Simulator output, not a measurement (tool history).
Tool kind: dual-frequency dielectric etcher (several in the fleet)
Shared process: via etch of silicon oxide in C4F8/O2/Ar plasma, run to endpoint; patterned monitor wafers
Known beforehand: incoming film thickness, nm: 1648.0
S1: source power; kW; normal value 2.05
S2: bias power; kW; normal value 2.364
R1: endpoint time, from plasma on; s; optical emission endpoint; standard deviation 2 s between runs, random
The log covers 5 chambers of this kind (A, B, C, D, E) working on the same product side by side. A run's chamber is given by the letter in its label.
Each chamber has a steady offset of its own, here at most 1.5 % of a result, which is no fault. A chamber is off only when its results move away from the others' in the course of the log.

run	hour	S1	S2	R1
# hour 4: chamber B: wet clean of the chamber
1D	6.6	2.05	2.364	306.93
2B	14.1	2.05	2.364	306.71
3E	22.2	2.05	2.364	304.07
4A	28.1	2.05	2.364	304.8
5C	39	2.05	2.364	302.78
6E	47.2	2.05	2.364	305.95
7B	52.6	2.05	2.364	302.06
8C	59.8	2.05	2.935	283.36
9D	65.5	2.05	2.935	284.64
10A	72.5	2.05	2.935	287.54
11D	77.5	2.05	2.935	286.96
# hour 78.6: chamber D: wet clean of the chamber
# hour 82.8: chamber D: bias power generator calibrated
12A	85.7	2.05	2.935	286.46
13B	95.9	2.05	2.364	305.74
14C	100.7	2.05	2.364	307.45
15E	111.4	2.05	2.364	311.56
16C	118	2.05	2.364	305
17A	126.5	2.05	2.364	306.4
18D	136.3	2.05	2.364	307.51
19B	142.8	2.05	2.364	304.71
20E	148.4	2.05	2.364	311.32
21E	155.7	2.05	2.364	310.85
22D	161.3	2.05	2.364	306.83
23B	167.5	2.05	2.364	305.87
24C	175.9	2.05	2.364	303.52
25A	181.2	2.05	2.364	303.83
26C	187.4	2.05	2.364	303.82
27A	193.2	2.05	2.364	301.1
28B	201.5	1.83	2.364	320.65
29D	208.5	1.83	2.364	320.18
30E	215.1	1.83	2.364	333.05
31D	222.4	1.83	2.364	319.6

Decide between three cases: one chamber stands off from its peers, the gauge reading all wafers drifts, or nothing is wrong past each chamber's small offset. Where a chamber is off, say which and what most likely put it there.

It is chamber E that slowly wanders off from its peers.
Cause: etch rate under this chamber's usual, % = 3.95.

Which of the 4 candidates below, each the usual settings with something changed and its results left as question marks, puts chamber E back in line with what the other chambers give on the usual settings?
In line here means within this much of the mean the other chambers give on the usual settings: R1 7 s
32E-1	230.2	2.31	2.591	?
32E-2	230.2	2.05	1.818	?
32E-3	230.2	2.05	2.662	?
32E-4	230.2	1.93	2.255	?

The mean the other chambers reach with the usual settings: R1 305.43 s
run	R1
32E-1	294.42
32E-2	342.79
32E-3	306.16
32E-4	329.79
The right change is 32E-3: it brings the chamber back within the allowed miss of the others.
